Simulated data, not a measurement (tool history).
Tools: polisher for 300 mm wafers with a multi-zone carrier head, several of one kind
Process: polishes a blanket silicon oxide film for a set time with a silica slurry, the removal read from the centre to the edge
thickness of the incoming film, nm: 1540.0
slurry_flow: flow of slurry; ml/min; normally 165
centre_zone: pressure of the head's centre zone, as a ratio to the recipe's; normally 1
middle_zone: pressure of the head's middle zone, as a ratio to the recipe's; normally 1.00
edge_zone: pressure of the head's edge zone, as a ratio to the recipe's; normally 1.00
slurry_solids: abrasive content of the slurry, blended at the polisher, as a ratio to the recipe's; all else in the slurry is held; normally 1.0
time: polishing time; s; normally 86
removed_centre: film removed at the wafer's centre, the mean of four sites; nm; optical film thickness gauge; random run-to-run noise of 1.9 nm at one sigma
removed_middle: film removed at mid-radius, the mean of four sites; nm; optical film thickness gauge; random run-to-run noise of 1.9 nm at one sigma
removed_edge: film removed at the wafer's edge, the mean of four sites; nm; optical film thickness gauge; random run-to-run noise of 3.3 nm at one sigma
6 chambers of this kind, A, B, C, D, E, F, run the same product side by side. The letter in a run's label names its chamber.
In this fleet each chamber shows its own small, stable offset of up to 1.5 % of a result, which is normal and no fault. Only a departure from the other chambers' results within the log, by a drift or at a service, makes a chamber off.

run	hour	slurry_flow	centre_zone	middle_zone	edge_zone	slurry_solids	time	wafers polished on this pad	hours since the slurry nozzle was cleaned	hours since the centre zone pressure was calibrated	hours since the edge zone pressure was calibrated	removed_centre	removed_middle	removed_edge
1A	6.1	165	1	1.00	1.00	1.0	86	898	624.6	367.1	1032.2	310.37	310.37	308.81
2C	9.6	165	1	1.00	1.00	1.0	86	508	208.1	336.5	149.6	311.09	304.99	303.42
3B	14.8	165	1	1.00	1.00	1.0	86	955	210.7	424.1	567.6	313.03	304.70	315.66
4E	18.5	165	1	1.00	1.00	1.0	86	284	191.5	358.5	238.7	311.53	305.15	305.55
5F	21.8	165	1	1.00	1.00	1.0	86	392	472.7	201.8	619.7	306.56	308.24	301.77
6D	24.5	165	1	1.00	1.00	1.0	86	855	705.3	254.2	195.2	303.39	308.19	307.29
# hour 27.0: chamber A: worn pad replaced by a new one
# hour 29.2: chamber D: worn pad replaced by a new one
7A	29.8	165	1	1.00	1.00	1.0	86	34	648.3	390.8	1055.9	311.96	309.21	307.87
8D	34.0	165	1	1.00	1.00	1.0	86	59	714.8	263.7	204.7	310.57	305.96	309.24
9C	39.1	165	1	1.00	1.00	1.0	86	868	237.6	366.0	179.1	307.71	309.25	302.43
10B	44.6	165	1	1.00	1.00	1.0	86	1319	240.5	453.9	597.4	308.06	305.05	309.83
11E	49.4	165	1	1.00	1.00	1.0	86	661	222.4	389.4	269.6	311.72	304.00	297.87
# hour 49.6: chamber C: worn pad replaced by a new one
12F	55.4	165	1	1.00	1.00	1.0	86	802	506.3	235.4	653.3	308.22	305.90	304.72
# hour 56.6: chamber E: worn pad replaced by a new one
# hour 56.9: chamber B: worn pad replaced by a new one
13A	59.5	165	1	1.00	1.00	1.0	86	396	678.0	420.5	1085.6	311.68	308.57	303.24
14C	64.2	165	1	1.00	1.00	1.0	86	179	262.7	391.1	204.2	309.73	307.54	303.80
15F	67.6	165	1	1.00	1.00	1.0	86	951	518.5	247.6	665.5	305.85	308.28	302.54
16D	73.1	165	1	1.00	1.00	1.0	86	536	753.9	302.8	243.8	302.05	306.23	312.51
# hour 78.1: chamber F: slurry nozzle cleaned
17E	78.6	165	1	1.00	1.00	1.0	86	269	251.6	418.6	298.8	305.56	304.66	304.27
# hour 82.6: chamber F: worn pad replaced by a new one
18B	83.0	165	1	1.00	1.00	1.0	86	319	278.9	492.3	635.8	313.03	304.64	312.71
19D	89.1	165	1	1.00	1.00	1.0	86	732	769.9	318.8	259.8	304.37	307.43	312.44
20C	92.5	165	1	1.00	1.00	1.0	86	524	291.0	419.4	232.5	309.97	309.50	310.28
# hour 93.8: chamber A: edge zone pressure recalibrated
# hour 94.8: chamber D: worn pad replaced by a new one
21E	98.0	165	1	1.00	1.00	1.0	86	505	271.0	438.0	318.2	303.93	301.93	305.11
22F	102.3	165	1	1.00	0.92	1.1	86	240	24.2	282.3	700.2	320.07	322.72	304.94
23A	106.9	165	1	1.00	0.92	1.1	86	975	725.4	467.9	13.2	323.96	321.56	311.24
24B	110.3	165	1	1.00	0.92	1.1	86	652	306.2	519.6	663.1	323.00	320.88	305.72
25D	115.9	165	1	1.00	0.92	1.1	86	258	796.7	345.6	286.6	317.23	317.91	316.19
# hour 118.5: chamber E: worn pad replaced by a new one
26E	120.7	165	1	1.00	0.92	1.1	86	27	293.7	460.7	340.9	314.84	310.75	304.33
# hour 122.0: chamber D: slurry nozzle cleaned
27C	123.5	165	1	1.00	0.92	1.1	86	903	322.0	450.4	263.5	320.97	319.06	302.93
28F	126.2	165	1	1.00	1.00	1.0	86	532	48.1	306.2	724.1	307.11	308.69	305.46
# hour 126.4: chamber C: worn pad replaced by a new one
# hour 129.9: chamber A: worn pad replaced by a new one
29A	131.0	165	1	1.00	1.00	1.0	86	13	749.5	492.0	37.3	309.02	313.92	311.12
30B	136.7	165	1	1.00	1.00	1.0	86	975	332.6	546.0	689.5	311.72	299.61	312.25
31E	141.4	165	1	1.00	1.00	1.0	86	280	314.4	481.4	361.6	297.77	295.73	291.59
# hour 144.5: chamber F: edge zone pressure recalibrated
32F	145.1	165	1	1.00	1.00	1.0	86	763	67.0	325.1	0.7	309.29	311.43	299.61
33D	148.6	165	1	1.00	1.00	1.0	86	657	26.7	378.3	319.3	304.56	304.71	309.84
34A	152.9	165	1	1.00	1.00	1.0	86	281	771.4	513.9	59.2	310.83	308.64	313.16
# hour 155.2: chamber B: centre zone pressure recalibrated
35C	158.3	165	1	1.00	1.00	1.0	86	390	356.8	485.2	298.3	306.69	307.38	307.28
# hour 160.7: chamber B: worn pad replaced by a new one
36B	162.9	165	1	1.00	1.00	1.0	86	27	358.8	7.7	715.7	310.72	302.71	308.82
37D	167.0	165	1	1.00	1.00	1.0	86	882	45.1	396.7	337.7	307.91	306.76	314.67

Decide between three cases: one chamber stands off from its peers, the gauge reading all wafers drifts, or nothing is wrong past each chamber's small offset. Where a chamber is off, say which and what most likely put it there.

One chamber, E, drifts off from the rest bit by bit.
Most likely cause: slurry flow missing at the pad, % = 20.6.

Below are 4 candidate recipes for chamber E's next run, each the usual settings with a change, their results shown as question marks. Which of them brings E's results back in line with what the other chambers give on the usual settings?
Counts as in line when no further than this from what the other chambers average on the usual settings: removed_centre 6.60 nm; removed_middle 6.60 nm; removed_edge 11.00 nm
38E-1	171.4	160	0.99	0.99	1.01	1.0	83					?	?	?
38E-2	171.4	160	0.99	0.98	1.01	1.0	80					?	?	?
38E-3	171.4	170	1.01	1.01	0.99	1.0	89					?	?	?
38E-4	171.4	170	1.01	1.03	0.98	1.0	92					?	?	?

Other chambers, usual settings, mean: removed_centre 309.18 nm; removed_middle 307.61 nm; removed_edge 308.22 nm
run	removed_centre	removed_middle	removed_edge
38E-1	276.69	276.44	288.84
38E-2	266.67	263.95	278.44
38E-3	308.03	306.05	309.31
38E-4	318.46	322.19	317.94
38E-3 puts the chamber back in line with the other chambers.

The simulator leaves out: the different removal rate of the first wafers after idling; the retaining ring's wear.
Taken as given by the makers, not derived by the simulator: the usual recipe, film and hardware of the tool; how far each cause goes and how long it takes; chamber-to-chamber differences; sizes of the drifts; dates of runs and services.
